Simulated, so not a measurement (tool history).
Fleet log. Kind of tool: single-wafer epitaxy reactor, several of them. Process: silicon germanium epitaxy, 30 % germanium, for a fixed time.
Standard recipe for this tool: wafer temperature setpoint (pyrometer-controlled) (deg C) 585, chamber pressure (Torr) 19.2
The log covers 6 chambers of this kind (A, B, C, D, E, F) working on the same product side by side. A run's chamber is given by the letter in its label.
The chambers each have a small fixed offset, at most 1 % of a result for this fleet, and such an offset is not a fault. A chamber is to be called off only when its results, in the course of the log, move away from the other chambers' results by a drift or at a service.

run	hour	wafer temperature setpoint (pyrometer-controlled) (deg C)	chamber pressure (Torr)	hours since the last pyrometer calibration	hours since the last manometer calibration	read-back reference wafer on the same gauge, thickness_nm	mean film thickness on the monitor wafer (nm)
1E	13.9	585	19.2	695.8	1217.8	50.208	44.066
2C	24.8	585	19.2	1066.9	2218.3	50.247	44.005
3D	32.7	585	19.2	1224.3	393.5	50.181	43.744
# hour 35.8: chamber F: pyrometer calibrated
4F	46.7	585	19.2	10.9	1273	50.22	43.927
5B	54.8	585	19.2	345.4	2329.8	50.159	43.96
6A	63.7	585	19.2	1212.3	838.2	50.228	43.464
7A	76.3	585	19.2	1224.9	850.8	50.212	43.385
8D	89.7	585	19.2	1281.3	450.5	50.158	44.26
9B	105.8	596	19.2	396.4	2380.8	50.204	54.359
10F	119.2	596	19.2	83.4	1345.5	50.264	53.457
11E	128.4	596	19.2	810.3	1332.3	50.194	53.658
12C	136.6	596	19.2	1178.7	2330.1	50.196	54.276
13D	150.4	596	19.2	1342	511.2	50.221	54.148
14F	158.8	596	19.2	123	1385.1	50.229	53.48
15E	173.1	585	19.2	855	1377	50.199	43.71
16B	184.3	585	19.2	474.9	2459.3	50.225	44.057
17C	191.8	598	19.2	1233.9	2385.3	50.206	55.971
18A	199.5	598	19.2	1348.1	974	50.232	55.671
19A	213.1	598	19.2	1361.7	987.6	50.229	55.982
20D	228.6	598	19.2	1420.2	589.4	50.219	55.747
21F	239.6	598	19.2	203.8	1465.9	50.197	55.628
22E	250.2	598	19.2	932.1	1454.1	50.23	55.694
23B	260.5	585	19.2	551.1	2535.5	50.211	43.819
24C	269.4	585	19.2	1311.5	2462.9	50.231	44.015
25B	280	585	19.2	570.6	2555	50.215	43.827
26C	289.8	585	19.2	1331.9	2483.3	50.215	43.998
27A	305.4	585	19.2	1454	1079.9	50.194	43.645
# hour 306.7: chamber E: pyrometer calibrated
28F	318.9	585	19.2	283.1	1545.2	50.201	43.446
29D	330.8	571	21	1522.4	691.6	50.165	34.621
30E	339.2	571	21	32.6	1543.1	50.194	34.873
31D	355.5	571	21	1547.1	716.3	50.213	34.569
# hour 362.6: chamber B: capacitance manometer re-zeroed and calibrated
32A	367.4	571	21	1516	1141.9	50.188	34.204
33F	378.9	571	21	343.1	1605.2	50.169	34.279
34E	393.5	571	21	86.9	1597.4	50.202	35.136
35B	404.9	585	19.2	695.5	42.4	50.162	43.929
36C	421.3	585	19.2	1463.4	2614.8	50.187	43.541
37C	433.3	585	19.2	1475.4	2626.8	50.255	43.952
38E	448.2	585	19.2	141.6	1652.1	50.253	43.99
39D	459.1	585	19.2	1650.7	819.9	50.217	43.762
40F	472.9	585	19.2	437.1	1699.2	50.164	43.26

Each of the 6 chambers runs these same settings next. Fill in every chamber's results:
41A	484.6	585	19.2				?
41B	484.6	585	19.2				?
41C	484.6	585	19.2				?
41D	484.6	585	19.2				?
41E	484.6	585	19.2				?
41F	484.6	585	19.2				?

run	mean film thickness on the monitor wafer (nm)
41A	43.451
41B	44.345
41C	44.047
41D	43.945
41E	44.069
41F	43.669
